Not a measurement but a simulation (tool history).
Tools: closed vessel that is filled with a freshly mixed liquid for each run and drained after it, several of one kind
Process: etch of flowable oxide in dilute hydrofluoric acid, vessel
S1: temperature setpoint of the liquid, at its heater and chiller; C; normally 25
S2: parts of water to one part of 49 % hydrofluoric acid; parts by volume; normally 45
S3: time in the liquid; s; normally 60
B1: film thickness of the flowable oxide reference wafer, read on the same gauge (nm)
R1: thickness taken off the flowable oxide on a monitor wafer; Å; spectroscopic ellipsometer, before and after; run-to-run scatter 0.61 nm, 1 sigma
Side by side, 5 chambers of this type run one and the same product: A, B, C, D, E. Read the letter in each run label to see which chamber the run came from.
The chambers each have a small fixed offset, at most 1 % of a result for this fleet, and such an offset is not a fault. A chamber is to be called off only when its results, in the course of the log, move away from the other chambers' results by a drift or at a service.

| run | day | S1 | S2 | S3 | B1 | R1 |
|---|---|---|---|---|---|---|
| 1D | 0.167 | 25 | 45 | 60 | 49.981 | 607.91 |
| 2C | 0.488 | 25 | 45 | 60 | 50.022 | 605.29 |
| 3A | 0.742 | 25 | 45 | 60 | 49.992 | 629.63 |
| 4B | 0.950 | 25 | 45 | 60 | 50.009 | 621.73 |
| 5E | 1.258 | 21 | 45 | 40 | 50.020 | 339.78 |
| 6E | 1.462 | 21 | 45 | 40 | 50.015 | 345.88 |
| 7B | 1.692 | 21 | 45 | 40 | 50.002 | 351.38 |
| 8C | 1.896 | 21 | 45 | 40 | 50.012 | 345.73 |
| 9A | 2.167 | 21 | 45 | 40 | 49.998 | 356.01 |
| 10D | 2.333 | 25 | 45 | 60 | 49.985 | 603.98 |
| 11B | 2.638 | 25 | 45 | 60 | 50.008 | 624.21 |
| 12D | 2.962 | 25 | 45 | 60 | 50.022 | 607.74 |
| 13A | 3.246 | 25 | 45 | 60 | 50.028 | 614.19 |
| 14E | 3.462 | 25 | 45 | 60 | 50.003 | 608.63 |
| 15C | 3.750 | 25 | 45 | 60 | 49.998 | 614.01 |
| 16B | 4.000 | 25 | 45 | 60 | 50.023 | 633.00 |
| 17E | 4.167 | 22 | 30 | 60 | 50.032 | 826.01 |
| 18C | 4.496 | 22 | 30 | 60 | 50.023 | 819.24 |
|  | 4.704 | chamber C: thermometer replaced |
| 19A | 4.817 | 22 | 30 | 60 | 50.024 | 839.36 |
| 20D | 4.992 | 22 | 30 | 60 | 49.983 | 795.17 |
| 21A | 5.208 | 22 | 30 | 60 | 50.021 | 826.84 |
| 22D | 5.371 | 25 | 45 | 60 | 49.998 | 587.81 |
| 23E | 5.529 | 25 | 45 | 60 | 49.982 | 621.93 |
| 24C | 5.683 | 25 | 45 | 60 | 49.997 | 621.70 |
| 25B | 5.950 | 25 | 45 | 60 | 50.005 | 619.74 |
| 26A | 6.246 | 29 | 45 | 30 | 50.005 | 357.66 |
| 27D | 6.467 | 29 | 45 | 30 | 49.988 | 338.78 |
| 28E | 6.704 | 29 | 45 | 30 | 50.009 | 363.33 |
| 29B | 6.933 | 29 | 45 | 30 | 49.997 | 366.88 |
| 30C | 7.150 | 29 | 45 | 30 | 49.998 | 360.81 |
| 31A | 7.371 | 25 | 45 | 60 | 49.995 | 617.04 |
| 32C | 7.596 | 25 | 45 | 60 | 50.019 | 618.14 |
| 33D | 7.858 | 25 | 45 | 60 | 50.019 | 552.36 |
| 34B | 8.025 | 25 | 45 | 60 | 49.977 | 617.59 |
| 35E | 8.321 | 25 | 45 | 60 | 50.018 | 616.81 |
| 36C | 8.492 | 25 | 45 | 60 | 49.985 | 610.95 |
| 37B | 8.783 | 25 | 45 | 60 | 50.001 | 626.02 |
| 38E | 9.025 | 25 | 55 | 60 | 50.006 | 493.93 |

Is one chamber off against the others, does the gauge drift, or is nothing wrong? If a chamber is off, say which, and what the likeliest cause is.

One chamber, D, drifts off from the rest bit by bit.
Likeliest cause: hydrofluoric acid flow below the setpoint (%) = 9.34.
The log might look much the same if the cause were instead: liquid colder than its thermometer reads (K).

Which of the 4 candidates below, each the usual settings with something changed and its results left as question marks, puts chamber D back in line with what the other chambers give on the usual settings?
Maximum distance from the other chambers' mean on the usual settings for a result to count as in line: R1 21.00 Å
| 39D-1 | 9.262 | 25.0 | 50 | 55 |  | ? |
| 39D-2 | 9.262 | 25.5 | 45 | 65 |  | ? |
| 39D-3 | 9.262 | 25.0 | 40 | 65 |  | ? |
| 39D-4 | 9.262 | 22.5 | 45 | 60 |  | ? |

Average result of the remaining chambers running the usual settings: R1 617.59 Å
| run | R1 |
|---|---|
| 39D-1 | 452.64 |
| 39D-2 | 612.42 |
| 39D-3 | 681.27 |
| 39D-4 | 498.81 |
The right change is 39D-2: it brings the chamber back within the allowed miss of the others.
